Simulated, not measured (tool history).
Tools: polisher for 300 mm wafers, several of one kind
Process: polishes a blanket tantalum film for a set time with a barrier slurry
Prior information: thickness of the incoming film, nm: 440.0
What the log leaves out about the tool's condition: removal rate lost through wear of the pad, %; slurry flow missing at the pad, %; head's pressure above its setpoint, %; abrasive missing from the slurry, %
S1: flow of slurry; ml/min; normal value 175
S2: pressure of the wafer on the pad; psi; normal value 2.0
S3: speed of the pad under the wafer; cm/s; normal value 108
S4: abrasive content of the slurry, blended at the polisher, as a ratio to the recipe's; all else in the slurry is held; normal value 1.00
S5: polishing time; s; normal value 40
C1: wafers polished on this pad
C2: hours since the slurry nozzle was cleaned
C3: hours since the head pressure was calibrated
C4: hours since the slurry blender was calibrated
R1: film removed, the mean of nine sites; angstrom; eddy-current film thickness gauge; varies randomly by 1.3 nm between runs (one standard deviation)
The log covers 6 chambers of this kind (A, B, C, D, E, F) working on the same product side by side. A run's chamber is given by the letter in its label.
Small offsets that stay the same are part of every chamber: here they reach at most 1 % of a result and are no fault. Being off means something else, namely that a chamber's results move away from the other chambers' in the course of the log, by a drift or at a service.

run    day   S1   S2   S3    S4  S5    C1     C2      C3     C4       R1
 1D  0.242  175  2.0  108  1.00  40   323  252.3   670.9  103.8   856.67
 2B  0.400  175  2.0  108  1.00  40   552  117.2   266.9  238.0   850.11
 3C  0.529  175  2.0  108  1.00  40   836   13.2   242.5  150.1   868.65
 4F  0.792  175  2.0  108  1.00  40   369  387.3   956.6   39.4   857.28
     0.971  -- chamber B: worn pad replaced by a new one
 5E  1.004  175  2.0  108  1.00  40   437  169.6    90.3   43.6   873.98
     1.121  -- chamber C: worn pad replaced by a new one
     1.246  -- chamber D: worn pad replaced by a new one
     1.246  -- chamber C: slurry blender recalibrated
 6A  1.275  175  2.0  108  1.00  40  1122  569.9   361.0   36.1   869.24
     1.296  -- chamber E: worn pad replaced by a new one
 7B  1.433  125  2.0  108  1.00  48   144  142.0   291.7  262.8   967.87
 8F  1.596  125  2.0  108  1.00  48   618  406.6   975.9   58.7   952.81
 9D  1.800  125  2.0  108  1.00  48   172  289.7   708.3  141.2   938.78
10C  2.042  125  2.0  108  1.00  48   285   49.5   278.8   19.2   947.30
     2.050  -- chamber A: worn pad replaced by a new one
     2.229  -- chamber D: slurry nozzle cleaned
11E  2.250  125  2.0  108  1.00  48   295  199.5   120.2   73.5   956.79
12A  2.479  125  2.0  108  1.00  48   133  598.8   389.9   65.0   990.31
     2.529  -- chamber D: head pressure recalibrated
13D  2.683  145  2.0  108  1.15  40   446   11.0     3.8  162.4   847.26
     2.771  -- chamber A: slurry nozzle cleaned
14F  2.838  145  2.0  108  1.15  40  1003  436.4  1005.7   88.5   864.71
15E  3.017  145  2.0  108  1.15  40   533  217.9   138.6   91.9   841.41
16B  3.146  145  2.0  108  1.15  40   674  183.1   332.8  303.9   881.96
     3.221  -- chamber D: worn pad replaced by a new one
     3.288  -- chamber E: worn pad replaced by a new one
17C  3.312  145  2.0  108  1.15  40   679   80.0   309.3   49.7   876.09
     3.446  -- chamber F: worn pad replaced by a new one
18A  3.483  145  2.0  108  1.15  40   444   17.2   414.0   89.1   865.64
19A  3.604  175  1.8  140  1.00  40   481   20.1   416.9   92.0  1007.00
     3.675  -- chamber E: slurry blender recalibrated
20E  3.788  175  1.8  140  1.00  40   155  236.4   157.1    2.8   967.90
     3.846  -- chamber B: worn pad replaced by a new one
21B  3.962  175  1.8  140  1.00  40    37  202.7   352.4  323.5  1014.10
     3.967  -- chamber F: head pressure recalibrated
22C  4.096  175  1.8  140  1.00  40   922   98.8   328.1   68.5   968.97
23D  4.312  175  1.8  140  1.00  40   338   50.1    42.9  201.5   997.00
     4.412  -- chamber B: head pressure recalibrated
24F  4.538  175  1.8  140  1.00  40   338  477.2    13.8  129.3  1094.70
     4.592  -- chamber A: head pressure recalibrated
25A  4.775  175  2.0  108  1.00  40   844   48.2     4.5  120.1   871.60
     4.812  -- chamber B: slurry nozzle cleaned
     4.929  -- chamber C: worn pad replaced by a new one
26F  5.038  175  2.0  108  1.00  40   493  489.2    25.8  141.3   931.71
     5.221  -- chamber D: worn pad replaced by a new one
     5.275  -- chamber E: worn pad replaced by a new one
27D  5.275  175  2.0  108  1.00  40    17   73.2    66.0  224.6   855.09
28C  5.417  175  2.0  108  1.00  40   152  130.5   359.8  100.2   839.27
29B  5.692  175  2.0  108  1.00  40   573   21.2    30.8  365.0   857.26
     5.783  -- chamber A: worn pad replaced by a new one
30E  5.958  175  2.0  108  1.00  40   212  288.5   209.2   54.9   841.97
31B  6.104  175  2.0  108  1.00  40   700   31.1    40.7  374.9   865.17
32C  6.250  175  2.0  108  1.00  40   410  150.5   379.8  120.2   847.91
33F  6.471  175  2.0  108  1.00  40   937  523.6    60.2  175.7   986.53
     6.638  -- chamber B: worn pad replaced by a new one
34D  6.658  175  2.0  108  1.00  40   446  106.4    99.2  257.8   849.17
     6.842  -- chamber B: slurry blender recalibrated
35E  6.929  175  2.0  108  1.00  40   513  311.8   232.5   78.2   856.65
36A  7.175  175  2.0  108  1.00  40   431  105.8    62.1  177.7   868.97
     7.179  -- chamber E: worn pad replaced by a new one
     7.262  -- chamber F: worn pad replaced by a new one
37E  7.312  175  2.0  108  1.00  40    41  321.0   241.7   87.4   844.81
38B  7.483  175  2.0  108  1.00  40   262   64.2    73.8   15.5   875.21
39F  7.696  175  2.0  108  1.00  40   134  553.0    89.6  205.1   982.26
40A  7.975  175  2.0   82  1.25  40   679  125.0    81.3  196.9   704.72

Next, all 6 chambers run the settings below, one line each with question marks for the results. What does each chamber give?
41A  8.179  175  1.6  108  1.00  40                   ?
41B  8.179  175  1.6  108  1.00  40                   ?
41C  8.179  175  1.6  108  1.00  40                   ?
41D  8.179  175  1.6  108  1.00  40                   ?
41E  8.179  175  1.6  108  1.00  40                   ?
41F  8.179  175  1.6  108  1.00  40                   ?

run      R1
41A  691.16
41B  698.97
41C  694.48
41D  670.54
41E  674.43
41F  757.90
